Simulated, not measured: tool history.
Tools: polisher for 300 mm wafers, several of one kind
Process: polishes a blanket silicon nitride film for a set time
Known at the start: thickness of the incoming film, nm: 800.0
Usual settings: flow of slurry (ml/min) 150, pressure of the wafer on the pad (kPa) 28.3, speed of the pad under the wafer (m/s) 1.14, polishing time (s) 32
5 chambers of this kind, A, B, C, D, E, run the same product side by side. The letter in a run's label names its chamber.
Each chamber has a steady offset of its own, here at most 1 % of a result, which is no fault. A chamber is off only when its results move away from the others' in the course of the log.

| run | hour | flow of slurry (ml/min) | pressure of the wafer on the pad (kPa) | speed of the pad under the wafer (m/s) | polishing time (s) | wafers polished on this pad | hours since the slurry nozzle was cleaned | hours since the head pressure was calibrated | film removed (angstrom) |
|---|---|---|---|---|---|---|---|---|---|
|  | 7.9 | chamber B: worn pad replaced by a new one |
| 1A | 9.3 | 150 | 28.3 | 1.14 | 32 | 1074 | 528.3 | 240.8 | 866.27 |
| 2C | 17.7 | 150 | 28.3 | 1.14 | 32 | 552 | 360.0 | 787.8 | 854.29 |
|  | 21.8 | chamber E: worn pad replaced by a new one |
| 3D | 29.5 | 150 | 28.3 | 1.14 | 32 | 1171 | 471.4 | 290.6 | 858.51 |
|  | 32.2 | chamber A: worn pad replaced by a new one |
| 4B | 39.4 | 150 | 28.3 | 1.14 | 32 | 476 | 566.8 | 430.4 | 861.87 |
| 5E | 47.9 | 150 | 28.3 | 1.14 | 32 | 395 | 429.2 | 407.0 | 872.05 |
| 6C | 53.4 | 150 | 28.3 | 1.14 | 32 | 1091 | 395.7 | 823.5 | 862.41 |
| 7D | 58.9 | 150 | 37.2 | 0.76 | 32 | 1615 | 500.8 | 320.0 | 801.87 |
|  | 61.7 | chamber B: worn pad replaced by a new one |
| 8E | 67.1 | 150 | 37.2 | 0.76 | 32 | 685 | 448.4 | 426.2 | 841.74 |
|  | 78.8 | chamber E: worn pad replaced by a new one |
| 9A | 78.9 | 150 | 37.2 | 0.76 | 32 | 706 | 597.9 | 310.4 | 823.08 |
|  | 84.8 | chamber C: worn pad replaced by a new one |
| 10B | 88.1 | 150 | 37.2 | 0.76 | 32 | 399 | 615.5 | 479.1 | 814.49 |
| 11D | 93.7 | 150 | 37.2 | 0.76 | 32 | 2142 | 535.6 | 354.8 | 803.57 |
| 12A | 103.7 | 150 | 28.3 | 1.14 | 32 | 1081 | 622.7 | 335.2 | 868.04 |
|  | 104.8 | chamber D: slurry nozzle cleaned |
| 13C | 110.2 | 150 | 28.3 | 1.14 | 32 | 384 | 452.5 | 880.3 | 866.66 |
| 14B | 120.5 | 150 | 28.3 | 1.14 | 32 | 889 | 647.9 | 511.5 | 860.20 |
|  | 121.6 | chamber B: worn pad replaced by a new one |
|  | 125.1 | chamber A: worn pad replaced by a new one |
|  | 127.2 | chamber E: slurry nozzle cleaned |
| 15E | 130.0 | 150 | 28.3 | 1.14 | 32 | 774 | 2.9 | 489.1 | 891.68 |
|  | 134.8 | chamber E: worn pad replaced by a new one |
| 16C | 135.5 | 150 | 28.3 | 1.14 | 32 | 767 | 477.8 | 905.6 | 846.58 |
| 17A | 142.6 | 150 | 37.2 | 1.14 | 36 | 265 | 661.6 | 374.1 | 1285.90 |
| 18D | 150.7 | 150 | 37.2 | 1.14 | 36 | 3004 | 45.9 | 411.8 | 1208.60 |
|  | 157.2 | chamber A: head pressure recalibrated |
| 19B | 160.0 | 150 | 37.2 | 1.14 | 36 | 581 | 687.4 | 551.0 | 1261.30 |
|  | 163.2 | chamber C: head pressure recalibrated |
| 20E | 165.8 | 150 | 37.2 | 1.14 | 36 | 469 | 38.7 | 524.9 | 1296.70 |
| 21A | 172.8 | 150 | 37.2 | 1.14 | 36 | 721 | 691.8 | 15.7 | 1280.40 |
|  | 178.3 | chamber C: worn pad replaced by a new one |
|  | 182.5 | chamber B: worn pad replaced by a new one |
| 22E | 183.3 | 150 | 28.3 | 1.14 | 32 | 733 | 56.2 | 542.4 | 895.30 |
|  | 186.2 | chamber A: slurry nozzle cleaned |
|  | 189.2 | chamber E: worn pad replaced by a new one |
| 23C | 194.5 | 150 | 28.3 | 1.14 | 32 | 246 | 536.8 | 31.4 | 865.26 |
|  | 198.5 | chamber E: head pressure recalibrated |
| 24D | 205.5 | 150 | 28.3 | 1.14 | 32 | 3832 | 100.7 | 466.6 | 787.50 |
|  | 207.5 | chamber A: worn pad replaced by a new one |
| 25B | 217.3 | 150 | 28.3 | 1.14 | 32 | 527 | 744.7 | 608.3 | 870.72 |
| 26D | 224.8 | 150 | 28.3 | 1.14 | 32 | 4124 | 120.0 | 485.9 | 783.75 |
| 27E | 236.9 | 150 | 28.3 | 1.14 | 32 | 722 | 109.8 | 38.4 | 869.51 |
|  | 242.6 | chamber B: worn pad replaced by a new one |
| 28A | 246.9 | 150 | 28.3 | 1.14 | 32 | 596 | 60.8 | 89.8 | 856.83 |
| 29C | 255.3 | 150 | 24.8 | 1.14 | 32 | 1165 | 597.6 | 92.2 | 748.98 |
| 30B | 266.5 | 150 | 24.8 | 1.14 | 32 | 361 | 793.9 | 657.5 | 749.20 |
| 31D | 276.6 | 150 | 24.8 | 1.14 | 32 | 4907 | 171.8 | 537.7 | 684.78 |

All 5 chambers run these settings next. Forecast each chamber's results:
| 32A | 285.5 | 150 | 28.3 | 1.14 | 23 |  |  |  | ? |
| 32B | 285.5 | 150 | 28.3 | 1.14 | 23 |  |  |  | ? |
| 32C | 285.5 | 150 | 28.3 | 1.14 | 23 |  |  |  | ? |
| 32D | 285.5 | 150 | 28.3 | 1.14 | 23 |  |  |  | ? |
| 32E | 285.5 | 150 | 28.3 | 1.14 | 23 |  |  |  | ? |

| run | film removed (angstrom) |
|---|---|
| 32A | 624.72 |
| 32B | 609.33 |
| 32C | 610.85 |
| 32D | 546.82 |
| 32E | 633.22 |

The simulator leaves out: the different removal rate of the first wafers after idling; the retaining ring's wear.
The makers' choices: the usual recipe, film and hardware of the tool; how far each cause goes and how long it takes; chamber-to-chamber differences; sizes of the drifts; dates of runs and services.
